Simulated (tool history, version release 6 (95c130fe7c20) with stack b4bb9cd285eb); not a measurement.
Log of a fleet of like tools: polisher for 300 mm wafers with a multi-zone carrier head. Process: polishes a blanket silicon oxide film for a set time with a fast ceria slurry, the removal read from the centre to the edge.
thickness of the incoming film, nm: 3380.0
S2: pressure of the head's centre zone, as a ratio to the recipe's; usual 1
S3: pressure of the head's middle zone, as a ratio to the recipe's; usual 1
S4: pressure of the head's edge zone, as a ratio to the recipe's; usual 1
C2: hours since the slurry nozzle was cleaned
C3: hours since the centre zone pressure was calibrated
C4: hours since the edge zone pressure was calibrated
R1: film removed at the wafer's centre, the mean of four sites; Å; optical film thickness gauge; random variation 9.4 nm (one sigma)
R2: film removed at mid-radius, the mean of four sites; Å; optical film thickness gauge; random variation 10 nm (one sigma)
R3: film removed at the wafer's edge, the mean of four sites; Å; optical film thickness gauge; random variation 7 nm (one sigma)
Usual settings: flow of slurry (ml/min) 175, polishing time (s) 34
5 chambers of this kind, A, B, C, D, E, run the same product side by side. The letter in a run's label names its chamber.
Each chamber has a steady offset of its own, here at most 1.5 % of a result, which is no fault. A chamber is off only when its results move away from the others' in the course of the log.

{"day": 0.142, "done": "chamber D: worn pad replaced by a new one"}
{"run": "1B", "day": 0.312, "flow of slurry (ml/min)": 175, "S2": 1, "S3": 1, "S4": 1, "polishing time (s)": 34, "wafers polished on this pad": 802, "C2": 314.6, "C3": 393.6, "C4": 421.9, "R1": 6941.4, "R2": 6864, "R3": 6885.2}
{"run": "2A", "day": 0.642, "flow of slurry (ml/min)": 175, "S2": 1, "S3": 1, "S4": 1, "polishing time (s)": 34, "wafers polished on this pad": 457, "C2": 292.7, "C3": 541.5, "C4": 365.6, "R1": 6847.9, "R2": 6866.8, "R3": 7090.6}
{"run": "3E", "day": 1.208, "flow of slurry (ml/min)": 175, "S2": 1, "S3": 1, "S4": 1, "polishing time (s)": 34, "wafers polished on this pad": 614, "C2": 550.8, "C3": 833.1, "C4": 197.3, "R1": 6968.8, "R2": 7068.5, "R3": 6938.4}
{"day": 1.392, "done": "chamber B: worn pad replaced by a new one"}
{"run": "4D", "day": 1.7, "flow of slurry (ml/min)": 175, "S2": 1, "S3": 1, "S4": 1, "polishing time (s)": 34, "wafers polished on this pad": 567, "C2": 56.3, "C3": 154.3, "C4": 77.5, "R1": 7228.6, "R2": 6795.4, "R3": 7067.5}
{"day": 2.008, "done": "chamber C: worn pad replaced by a new one"}
{"run": "5C", "day": 2.2, "flow of slurry (ml/min)": 175, "S2": 1, "S3": 1, "S4": 1, "polishing time (s)": 34, "wafers polished on this pad": 70, "C2": 259.2, "C3": 555.1, "C4": 202.3, "R1": 7086.9, "R2": 6977.2, "R3": 6928.1}
{"day": 2.725, "done": "chamber E: worn pad replaced by a new one"}
{"run": "6D", "day": 2.775, "flow of slurry (ml/min)": 175, "S2": 1, "S3": 1, "S4": 1, "polishing time (s)": 34, "wafers polished on this pad": 958, "C2": 82.1, "C3": 180.1, "C4": 103.3, "R1": 6902.9, "R2": 6909.8, "R3": 7156}
{"day": 2.9, "done": "chamber A: worn pad replaced by a new one"}
{"run": "7E", "day": 3.283, "flow of slurry (ml/min)": 175, "S2": 1, "S3": 1, "S4": 1, "polishing time (s)": 34, "wafers polished on this pad": 203, "C2": 600.6, "C3": 882.9, "C4": 247.1, "R1": 6896.5, "R2": 6943.2, "R3": 6981.7}
{"day": 3.508, "done": "chamber C: centre zone pressure recalibrated"}
{"run": "8B", "day": 3.704, "flow of slurry (ml/min)": 175, "S2": 1, "S3": 1, "S4": 1, "polishing time (s)": 34, "wafers polished on this pad": 843, "C2": 396, "C3": 475, "C4": 503.3, "R1": 6897.1, "R2": 6930.6, "R3": 7010.1}
{"day": 4.15, "done": "chamber D: worn pad replaced by a new one"}
{"run": "9A", "day": 4.196, "flow of slurry (ml/min)": 175, "S2": 1, "S3": 1, "S4": 1, "polishing time (s)": 34, "wafers polished on this pad": 472, "C2": 378, "C3": 626.8, "C4": 450.9, "R1": 6961.8, "R2": 7008.1, "R3": 7089.7}
{"day": 4.779, "done": "chamber B: worn pad replaced by a new one"}
{"run": "10C", "day": 4.85, "flow of slurry (ml/min)": 175, "S2": 1, "S3": 1, "S4": 1, "polishing time (s)": 34, "wafers polished on this pad": 1034, "C2": 322.8, "C3": 32.2, "C4": 265.9, "R1": 6903.5, "R2": 6854.2, "R3": 6955.9}
{"run": "11A", "day": 5.221, "flow of slurry (ml/min)": 175, "S2": 1, "S3": 1, "S4": 1, "polishing time (s)": 34, "wafers polished on this pad": 845, "C2": 402.6, "C3": 651.4, "C4": 475.5, "R1": 6737, "R2": 7172.4, "R3": 6937.6}
{"day": 5.321, "done": "chamber C: worn pad replaced by a new one"}
{"run": "12C", "day": 5.742, "flow of slurry (ml/min)": 175, "S2": 1, "S3": 1, "S4": 1, "polishing time (s)": 34, "wafers polished on this pad": 153, "C2": 344.2, "C3": 53.6, "C4": 287.3, "R1": 6872.9, "R2": 6823.3, "R3": 6978.6}
{"run": "13B", "day": 6.2, "flow of slurry (ml/min)": 175, "S2": 1, "S3": 1, "S4": 1, "polishing time (s)": 34, "wafers polished on this pad": 517, "C2": 455.9, "C3": 534.9, "C4": 563.2, "R1": 7026.4, "R2": 6885.3, "R3": 7056.2}
{"day": 6.404, "done": "chamber E: worn pad replaced by a new one"}
{"day": 6.862, "done": "chamber A: worn pad replaced by a new one"}
{"run": "14D", "day": 6.862, "flow of slurry (ml/min)": 175, "S2": 1, "S3": 1, "S4": 1, "polishing time (s)": 34, "wafers polished on this pad": 987, "C2": 180.2, "C3": 278.2, "C4": 201.4, "R1": 6901.2, "R2": 6891.6, "R3": 6880.6}
{"run": "15E", "day": 7.292, "flow of slurry (ml/min)": 175, "S2": 1, "S3": 1, "S4": 1, "polishing time (s)": 34, "wafers polished on this pad": 323, "C2": 696.8, "C3": 979.1, "C4": 343.3, "R1": 6933.5, "R2": 7011.5, "R3": 6996.6}
{"run": "16A", "day": 7.612, "flow of slurry (ml/min)": 175, "S2": 1, "S3": 1, "S4": 1, "polishing time (s)": 34, "wafers polished on this pad": 274, "C2": 460, "C3": 708.8, "C4": 532.9, "R1": 6937.7, "R2": 6975.2, "R3": 7047.9}
{"day": 7.7, "done": "chamber D: worn pad replaced by a new one"}
{"run": "17D", "day": 7.904, "flow of slurry (ml/min)": 175, "S2": 1, "S3": 1, "S4": 1, "polishing time (s)": 34, "wafers polished on this pad": 75, "C2": 205.2, "C3": 303.2, "C4": 226.4, "R1": 6992.1, "R2": 6843.3, "R3": 6916.6}
{"day": 8.083, "done": "chamber E: slurry nozzle cleaned"}
{"run": "18C", "day": 8.412, "flow of slurry (ml/min)": 175, "S2": 1, "S3": 1, "S4": 1, "polishing time (s)": 34, "wafers polished on this pad": 1126, "C2": 408.3, "C3": 117.7, "C4": 351.4, "R1": 7060.3, "R2": 6875.5, "R3": 6878.3}
{"day": 8.796, "done": "chamber A: centre zone pressure recalibrated"}
{"day": 8.854, "done": "chamber B: worn pad replaced by a new one"}
{"day": 8.942, "done": "chamber C: worn pad replaced by a new one"}
{"run": "19E", "day": 8.942, "flow of slurry (ml/min)": 175, "S2": 1, "S3": 1, "S4": 1, "polishing time (s)": 34, "wafers polished on this pad": 923, "C2": 20.7, "C3": 1018.7, "C4": 382.9, "R1": 7101, "R2": 6909.5, "R3": 6974.5}
{"run": "20B", "day": 9.446, "flow of slurry (ml/min)": 175, "S2": 1, "S3": 1, "S4": 1, "polishing time (s)": 34, "wafers polished on this pad": 216, "C2": 533.8, "C3": 612.8, "C4": 641.1, "R1": 6774.9, "R2": 6980.7, "R3": 6991.9}
{"run": "21D", "day": 9.754, "flow of slurry (ml/min)": 175, "S2": 1, "S3": 1, "S4": 1, "polishing time (s)": 34, "wafers polished on this pad": 748, "C2": 249.6, "C3": 347.6, "C4": 270.8, "R1": 7239.3, "R2": 6835.3, "R3": 6989.9}
{"run": "22C", "day": 10.246, "flow of slurry (ml/min)": 175, "S2": 1, "S3": 1, "S4": 1, "polishing time (s)": 34, "wafers polished on this pad": 476, "C2": 452.3, "C3": 161.7, "C4": 395.4, "R1": 7023.2, "R2": 7084.9, "R3": 6920.5}
{"day": 10.462, "done": "chamber A: worn pad replaced by a new one"}
{"day": 10.496, "done": "chamber E: worn pad replaced by a new one"}
{"run": "23B", "day": 10.642, "flow of slurry (ml/min)": 175, "S2": 1, "S3": 1, "S4": 1, "polishing time (s)": 34, "wafers polished on this pad": 651, "C2": 562.5, "C3": 641.5, "C4": 669.8, "R1": 7065.8, "R2": 7063.8, "R3": 6884.4}
{"day": 10.921, "done": "chamber D: worn pad replaced by a new one"}
{"run": "24E", "day": 11.175, "flow of slurry (ml/min)": 175, "S2": 1, "S3": 1, "S4": 1, "polishing time (s)": 40, "wafers polished on this pad": 247, "C2": 74.3, "C3": 1072.3, "C4": 436.5, "R1": 8232.1, "R2": 8467.9, "R3": 8099}
{"run": "25A", "day": 11.517, "flow of slurry (ml/min)": 175, "S2": 1, "S3": 1, "S4": 1, "polishing time (s)": 40, "wafers polished on this pad": 384, "C2": 553.7, "C3": 65.4, "C4": 626.6, "R1": 8111.9, "R2": 8250.5, "R3": 8301.9}
{"run": "26D", "day": 11.996, "flow of slurry (ml/min)": 175, "S2": 1, "S3": 1, "S4": 1, "polishing time (s)": 40, "wafers polished on this pad": 391, "C2": 303.4, "C3": 401.4, "C4": 324.6, "R1": 8041.6, "R2": 8175.6, "R3": 8218}
{"run": "27C", "day": 12.4, "flow of slurry (ml/min)": 175, "S2": 1, "S3": 1, "S4": 1, "polishing time (s)": 40, "wafers polished on this pad": 1260, "C2": 504, "C3": 213.4, "C4": 447.1, "R1": 8266.7, "R2": 8272.8, "R3": 8170.7}
{"day": 12.6, "done": "chamber C: worn pad replaced by a new one"}
{"run": "28E", "day": 12.75, "flow of slurry (ml/min)": 175, "S2": 1, "S3": 1, "S4": 1, "polishing time (s)": 40, "wafers polished on this pad": 821, "C2": 112.1, "C3": 1110.1, "C4": 474.3, "R1": 8210.9, "R2": 8219.3, "R3": 8199.1}
{"day": 12.942, "done": "chamber B: worn pad replaced by a new one"}
{"run": "29A", "day": 13.321, "flow of slurry (ml/min)": 175, "S2": 1, "S3": 1, "S4": 1, "polishing time (s)": 34, "wafers polished on this pad": 1041, "C2": 597, "C3": 108.7, "C4": 669.9, "R1": 7012.9, "R2": 6943, "R3": 6883.5}
{"run": "30B", "day": 13.696, "flow of slurry (ml/min)": 175, "S2": 1, "S3": 1, "S4": 1, "polishing time (s)": 34, "wafers polished on this pad": 275, "C2": 635.8, "C3": 714.8, "C4": 743.1, "R1": 6897.4, "R2": 7016.8, "R3": 7044.6}
{"day": 13.858, "done": "chamber A: worn pad replaced by a new one"}
{"run": "31E", "day": 14.054, "flow of slurry (ml/min)": 175, "S2": 1, "S3": 1, "S4": 1, "polishing time (s)": 34, "wafers polished on this pad": 1296, "C2": 143.4, "C3": 1141.4, "C4": 505.6, "R1": 6975.9, "R2": 6999.8, "R3": 6949.9}
{"day": 14.146, "done": "chamber D: worn pad replaced by a new one"}
{"day": 14.217, "done": "chamber E: worn pad replaced by a new one"}
{"run": "32D", "day": 14.346, "flow of slurry (ml/min)": 175, "S2": 1, "S3": 1, "S4": 1, "polishing time (s)": 34, "wafers polished on this pad": 72, "C2": 359.8, "C3": 457.8, "C4": 381, "R1": 6992.1, "R2": 6854.3, "R3": 6971.4}
{"run": "33C", "day": 15.008, "flow of slurry (ml/min)": 175, "S2": 1.04, "S3": 1, "S4": 1, "polishing time (s)": 26, "wafers polished on this pad": 877, "C2": 566.6, "C3": 276, "C4": 509.7, "R1": 5506.4, "R2": 5190.2, "R3": 5403.7}
{"run": "34B", "day": 15.383, "flow of slurry (ml/min)": 175, "S2": 1.04, "S3": 1, "S4": 1, "polishing time (s)": 26, "wafers polished on this pad": 890, "C2": 676.3, "C3": 755.3, "C4": 783.6, "R1": 5503.4, "R2": 5229.5, "R3": 5311.2}
{"run": "35A", "day": 16.021, "flow of slurry (ml/min)": 175, "S2": 1.04, "S3": 1, "S4": 1, "polishing time (s)": 26, "wafers polished on this pad": 787, "C2": 661.8, "C3": 173.5, "C4": 734.7, "R1": 5531.1, "R2": 5283.3, "R3": 5291.4}
{"day": 16.496, "done": "chamber D: centre zone pressure recalibrated"}
{"run": "36E", "day": 16.496, "flow of slurry (ml/min)": 175, "S2": 1.04, "S3": 1, "S4": 1, "polishing time (s)": 26, "wafers polished on this pad": 829, "C2": 202, "C3": 1200, "C4": 564.2, "R1": 5512, "R2": 5464.3, "R3": 5254}
{"day": 16.525, "done": "chamber C: worn pad replaced by a new one"}
{"run": "37C", "day": 17.038, "flow of slurry (ml/min)": 175, "S2": 1.04, "S3": 1, "S4": 1, "polishing time (s)": 26, "wafers polished on this pad": 187, "C2": 615.3, "C3": 324.7, "C4": 558.4, "R1": 5623.3, "R2": 5300, "R3": 5267.5}
{"day": 17.242, "done": "chamber A: worn pad replaced by a new one"}
{"run": "38D", "day": 17.5, "flow of slurry (ml/min)": 175, "S2": 1, "S3": 1, "S4": 1, "polishing time (s)": 34, "wafers polished on this pad": 1221, "C2": 435.5, "C3": 24.1, "C4": 456.7, "R1": 6926.6, "R2": 6712.1, "R3": 6848.1}
{"run": "39A", "day": 18.15, "flow of slurry (ml/min)": 175, "S2": 1, "S3": 1, "S4": 1, "polishing time (s)": 34, "wafers polished on this pad": 331, "C2": 712.9, "C3": 224.6, "C4": 785.8, "R1": 6984.9, "R2": 7128.8, "R3": 6980.5}

Next, every chamber runs the same settings. What will each give?
{"run": "40A", "day": 18.633, "flow of slurry (ml/min)": 175, "S2": 1, "S3": 1, "S4": 1, "polishing time (s)": 34, "R1": "?", "R2": "?", "R3": "?"}
{"run": "40B", "day": 18.633, "flow of slurry (ml/min)": 175, "S2": 1, "S3": 1, "S4": 1, "polishing time (s)": 34, "R1": "?", "R2": "?", "R3": "?"}
{"run": "40C", "day": 18.633, "flow of slurry (ml/min)": 175, "S2": 1, "S3": 1, "S4": 1, "polishing time (s)": 34, "R1": "?", "R2": "?", "R3": "?"}
{"run": "40D", "day": 18.633, "flow of slurry (ml/min)": 175, "S2": 1, "S3": 1, "S4": 1, "polishing time (s)": 34, "R1": "?", "R2": "?", "R3": "?"}
{"run": "40E", "day": 18.633, "flow of slurry (ml/min)": 175, "S2": 1, "S3": 1, "S4": 1, "polishing time (s)": 34, "R1": "?", "R2": "?", "R3": "?"}

run=40A R1=6675.8 R2=6974.9 R3=7063
run=40B R1=7160.2 R2=6932.5 R3=6914.7
run=40C R1=6913.7 R2=6937.3 R3=6950
run=40D R1=7005.6 R2=6934.5 R3=7045.6
run=40E R1=6842.6 R2=7081.6 R3=6844.9
